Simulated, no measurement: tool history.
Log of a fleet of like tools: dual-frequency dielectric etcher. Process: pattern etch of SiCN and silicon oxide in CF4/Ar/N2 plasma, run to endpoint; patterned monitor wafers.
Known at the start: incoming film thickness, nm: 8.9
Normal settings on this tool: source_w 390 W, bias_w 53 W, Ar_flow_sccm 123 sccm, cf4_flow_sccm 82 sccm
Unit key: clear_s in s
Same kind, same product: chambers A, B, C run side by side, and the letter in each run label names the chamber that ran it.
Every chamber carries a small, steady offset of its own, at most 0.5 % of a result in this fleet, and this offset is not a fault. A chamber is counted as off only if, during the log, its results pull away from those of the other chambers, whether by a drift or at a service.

run   hour  source_w  bias_w  Ar_flow_sccm  cf4_flow_sccm  hours since the last wet clean  hours since the last source power generator calibration  hours since the last bias power generator calibration  hours since the last Ar flow controller change  hours since the last CF4 flow controller change  clear_s
 1A   10.3       390      53           123             82                           353.7                                                   1919.1                                                  989.2                                          2280.9                                           1011.1   13.012
 2B   19.7       390      53           123             82                           308.5                                                   1506.3                                                 2137.5                                           133.8                                           3428.8   13.087
 3C   29.6       390      53           123             82                           137.2                                                   5308.3                                                  434.3                                           657.6                                             5817   13.032
      29.8  -- chamber B: CF4 flow controller replaced
 4B   35.6       390      53           123             82                           324.4                                                   1522.2                                                 2153.4                                           149.7                                              5.8   13.049
 5A   44.8       390      53           123             82                           388.2                                                   1953.6                                                 1023.7                                          2315.4                                           1045.6   12.968
 6C   56.5       390      53           123             82                           164.1                                                   5335.2                                                  461.2                                           684.5                                           5843.9   12.806
      56.7  -- chamber C: CF4 flow controller replaced
 7A   64.4       390      53           123             82                           407.8                                                   1973.2                                                 1043.3                                            2335                                           1065.2   13.309
 8B   71.5       390      53           123             82                           360.3                                                   1558.1                                                 2189.3                                           185.6                                             41.7   13.284
 9C   78.4       390      53           123             82                             186                                                   5357.1                                                  483.1                                           706.4                                             21.8   12.784
10A   89.3       390      53           123             82                           432.7                                                   1998.1                                                 1068.2                                          2359.9                                           1090.1   13.047
11C   96.9       390      47           123             82                           204.5                                                   5375.6                                                  501.6                                           724.9                                             40.3     13.5
12B  107.4       390      47           123             82                           396.2                                                     1594                                                 2225.2                                           221.5                                             77.6   13.595
13C  116.1       390      47           123             82                           223.7                                                   5394.8                                                  520.8                                           744.1                                             59.5   13.287
     117.1  -- chamber C: source power generator calibrated
     122.8  -- chamber B: wet clean of the chamber
14B  122.9       390      53            94             82                             0.2                                                   1609.5                                                 2240.7                                             237                                             93.1    12.56
15A  129.1       390      53            94             82                           472.5                                                   2037.9                                                   1108                                          2399.7                                           1129.9    12.42
     134.4  -- chamber A: wet clean of the chamber
16B  140.4       390      53            94             82                            17.7                                                     1627                                                 2258.2                                           254.5                                            110.6   12.718
17A  146.1       390      53           123             82                            11.7                                                   2054.9                                                   1125                                          2416.7                                           1146.9   13.017
18C  154.9       390      53           123             82                           262.5                                                     37.9                                                  559.6                                           782.9                                             98.3   12.788
19C  161.6       390      53           123             82                           269.2                                                     44.6                                                  566.3                                           789.6                                              105    12.53
20B  166.8       390      53           123             82                            44.1                                                   1653.4                                                 2284.6                                           280.9                                              137   13.278
     175.2  -- chamber B: bias power generator calibrated
21A  176.4       390      47           123             82                              42                                                   2085.2                                                 1155.3                                            2447                                           1177.2   13.643
22C  185.7       390      47           123             82                           293.3                                                     68.7                                                  590.4                                           813.7                                            129.1   13.142
23B    191       390      47           123             82                            68.3                                                   1677.6                                                   15.9                                           305.1                                            161.2   13.379
24A  201.3       390      53           123             82                            66.9                                                   2110.1                                                 1180.2                                          2471.9                                           1202.1   12.987
25B  206.4       390      53           123             82                            83.7                                                     1693                                                   31.3                                           320.5                                            176.6   13.076
26C  214.1       390      53           123             82                           321.7                                                     97.1                                                  618.8                                           842.1                                            157.5   12.676
27A  222.7       390      53           123             82                            88.3                                                   2131.5                                                 1201.6                                          2493.3                                           1223.5   13.082
28A  230.6       390      53           123             82                            96.2                                                   2139.4                                                 1209.5                                          2501.2                                           1231.4   13.165

Does one chamber stand apart from the rest, does the shared gauge drift, or is all well apart from small per-chamber offsets? Give the chamber and the most likely cause, where there is one.

Little by little, chamber C moves away from the other chambers.
Cause: etch rate over this chamber's usual, % = 4.61.

Chamber C could run next with any of the 4 candidate recipes listed below; each alters the usual settings, and their results appear as question marks. Which one brings its results back in line with what the other chambers deliver on the usual settings?
A result is in line if it is within this distance of the other chambers' mean on the usual settings: clear_s 0.35 s
29C-1  239.1       430      55           123             82                                                                                                                                                                                                                                                         ?
29C-2  239.1       350      53           125             82                                                                                                                                                                                                                                                         ?
29C-3  239.1       390      58           116             86                                                                                                                                                                                                                                                         ?
29C-4  239.1       390      45           123             82                                                                                                                                                                                                                                                         ?

On the usual settings, the other chambers give on average: clear_s 13.079 s
  run  clear_s
29C-1   11.265
29C-2   13.736
29C-3   11.873
29C-4   13.106
The answer is 29C-4, which returns the chamber to within the allowed miss of the others.
